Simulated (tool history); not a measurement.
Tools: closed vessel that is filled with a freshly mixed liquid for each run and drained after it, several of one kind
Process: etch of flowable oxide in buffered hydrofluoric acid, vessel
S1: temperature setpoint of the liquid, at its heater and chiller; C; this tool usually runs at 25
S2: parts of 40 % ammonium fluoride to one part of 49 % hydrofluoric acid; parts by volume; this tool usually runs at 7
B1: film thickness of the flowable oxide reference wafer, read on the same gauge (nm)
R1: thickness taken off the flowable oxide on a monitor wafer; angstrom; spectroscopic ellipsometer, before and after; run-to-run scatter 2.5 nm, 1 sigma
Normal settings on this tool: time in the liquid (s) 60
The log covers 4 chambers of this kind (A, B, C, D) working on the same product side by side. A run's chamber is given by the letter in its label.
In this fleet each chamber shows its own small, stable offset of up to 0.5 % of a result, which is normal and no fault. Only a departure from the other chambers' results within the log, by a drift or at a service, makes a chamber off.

{"run": "1D", "day": 0.383, "S1": 25, "S2": 7, "time in the liquid (s)": 60, "B1": 109.98, "R1": 4094.9}
{"run": "2C", "day": 0.833, "S1": 25, "S2": 7, "time in the liquid (s)": 60, "B1": 110.02, "R1": 4054.6}
{"run": "3A", "day": 1.258, "S1": 25, "S2": 7, "time in the liquid (s)": 60, "B1": 110.0, "R1": 4086.5}
{"run": "4B", "day": 1.608, "S1": 25, "S2": 7, "time in the liquid (s)": 60, "B1": 109.98, "R1": 4094.0}
{"run": "5A", "day": 2.021, "S1": 25, "S2": 7, "time in the liquid (s)": 60, "B1": 109.99, "R1": 4028.2}
{"run": "6D", "day": 2.492, "S1": 25, "S2": 7, "time in the liquid (s)": 60, "B1": 110.02, "R1": 4054.3}
{"run": "7B", "day": 2.979, "S1": 25, "S2": 7, "time in the liquid (s)": 60, "B1": 109.98, "R1": 4106.3}
{"run": "8C", "day": 3.254, "S1": 25, "S2": 7, "time in the liquid (s)": 60, "B1": 110.0, "R1": 4103.6}
{"run": "9B", "day": 3.554, "S1": 25, "S2": 7, "time in the liquid (s)": 60, "B1": 110.02, "R1": 4087.8}
{"run": "10D", "day": 3.788, "S1": 25, "S2": 7, "time in the liquid (s)": 60, "B1": 110.02, "R1": 4067.6}
{"run": "11A", "day": 4.0, "S1": 25, "S2": 7, "time in the liquid (s)": 60, "B1": 110.01, "R1": 4106.5}
{"run": "12C", "day": 4.292, "S1": 25, "S2": 7, "time in the liquid (s)": 60, "B1": 110.02, "R1": 4121.3}
{"run": "13A", "day": 4.642, "S1": 25, "S2": 7, "time in the liquid (s)": 60, "B1": 110.0, "R1": 4090.0}
{"run": "14C", "day": 5.121, "S1": 25, "S2": 7, "time in the liquid (s)": 60, "B1": 110.01, "R1": 4065.0}
{"run": "15D", "day": 5.508, "S1": 25, "S2": 7, "time in the liquid (s)": 60, "B1": 109.99, "R1": 4084.1}
{"run": "16B", "day": 5.988, "S1": 25, "S2": 7, "time in the liquid (s)": 60, "B1": 109.98, "R1": 4071.3}
{"run": "17C", "day": 6.362, "S1": 25, "S2": 7, "time in the liquid (s)": 60, "B1": 110.0, "R1": 4074.9}
{"run": "18D", "day": 6.842, "S1": 25, "S2": 7, "time in the liquid (s)": 60, "B1": 110.0, "R1": 4083.7}
{"run": "19A", "day": 7.329, "S1": 25, "S2": 7, "time in the liquid (s)": 60, "B1": 109.99, "R1": 4184.9}
{"run": "20B", "day": 7.721, "S1": 25, "S2": 7, "time in the liquid (s)": 60, "B1": 110.01, "R1": 4109.2}
{"run": "21B", "day": 8.104, "S1": 25, "S2": 7, "time in the liquid (s)": 60, "B1": 110.02, "R1": 4049.1}
{"run": "22A", "day": 8.329, "S1": 25, "S2": 7, "time in the liquid (s)": 60, "B1": 110.0, "R1": 4183.5}
{"run": "23D", "day": 8.604, "S1": 25, "S2": 7, "time in the liquid (s)": 60, "B1": 110.0, "R1": 4094.2}
{"run": "24C", "day": 8.933, "S1": 25, "S2": 5, "time in the liquid (s)": 60, "B1": 109.99, "R1": 5344.2}
{"day": 9.075, "done": "chamber D: hydrofluoric acid flow meter replaced"}
{"run": "25D", "day": 9.229, "S1": 25, "S2": 5, "time in the liquid (s)": 60, "B1": 110.0, "R1": 5480.6}
{"run": "26A", "day": 9.554, "S1": 25, "S2": 5, "time in the liquid (s)": 60, "B1": 110.03, "R1": 5605.9}
{"day": 9.788, "done": "chamber B: thermometer replaced"}
{"run": "27B", "day": 9.979, "S1": 25, "S2": 5, "time in the liquid (s)": 60, "B1": 109.98, "R1": 5410.2}
{"run": "28C", "day": 10.346, "S1": 25, "S2": 7, "time in the liquid (s)": 60, "B1": 110.0, "R1": 4085.3}
{"run": "29D", "day": 10.604, "S1": 25, "S2": 7, "time in the liquid (s)": 60, "B1": 110.02, "R1": 4077.6}
{"run": "30B", "day": 10.967, "S1": 25, "S2": 7, "time in the liquid (s)": 60, "B1": 110.02, "R1": 4105.0}
{"run": "31A", "day": 11.217, "S1": 25, "S2": 7, "time in the liquid (s)": 60, "B1": 110.01, "R1": 4260.9}
{"run": "32C", "day": 11.45, "S1": 25, "S2": 7, "time in the liquid (s)": 60, "B1": 110.01, "R1": 4075.8}
{"run": "33A", "day": 11.692, "S1": 25, "S2": 7, "time in the liquid (s)": 60, "B1": 109.98, "R1": 4231.3}
{"run": "34D", "day": 12.033, "S1": 25, "S2": 7, "time in the liquid (s)": 60, "B1": 110.0, "R1": 4129.7}
{"run": "35C", "day": 12.488, "S1": 25, "S2": 7, "time in the liquid (s)": 60, "B1": 109.99, "R1": 4078.9}
{"run": "36B", "day": 12.892, "S1": 25, "S2": 7, "time in the liquid (s)": 60, "B1": 109.99, "R1": 4072.2}
{"run": "37B", "day": 13.354, "S1": 25, "S2": 7, "time in the liquid (s)": 60, "B1": 110.02, "R1": 4061.3}
{"run": "38C", "day": 13.775, "S1": 25, "S2": 7, "time in the liquid (s)": 60, "B1": 110.02, "R1": 4044.1}
{"run": "39A", "day": 14.208, "S1": 25, "S2": 7, "time in the liquid (s)": 60, "B1": 110.0, "R1": 4336.1}
{"run": "40D", "day": 14.488, "S1": 25, "S2": 7, "time in the liquid (s)": 60, "B1": 110.01, "R1": 4128.8}

Each of the 4 chambers runs these same settings next. Fill in every chamber's results:
{"run": "41A", "day": 14.838, "S1": 25, "S2": 9, "time in the liquid (s)": 60, "R1": "?"}
{"run": "41B", "day": 14.838, "S1": 25, "S2": 9, "time in the liquid (s)": 60, "R1": "?"}
{"run": "41C", "day": 14.838, "S1": 25, "S2": 9, "time in the liquid (s)": 60, "R1": "?"}
{"run": "41D", "day": 14.838, "S1": 25, "S2": 9, "time in the liquid (s)": 60, "R1": "?"}

run=41A R1=3323.1
run=41B R1=3124.1
run=41C R1=3099.3
run=41D R1=3105.1

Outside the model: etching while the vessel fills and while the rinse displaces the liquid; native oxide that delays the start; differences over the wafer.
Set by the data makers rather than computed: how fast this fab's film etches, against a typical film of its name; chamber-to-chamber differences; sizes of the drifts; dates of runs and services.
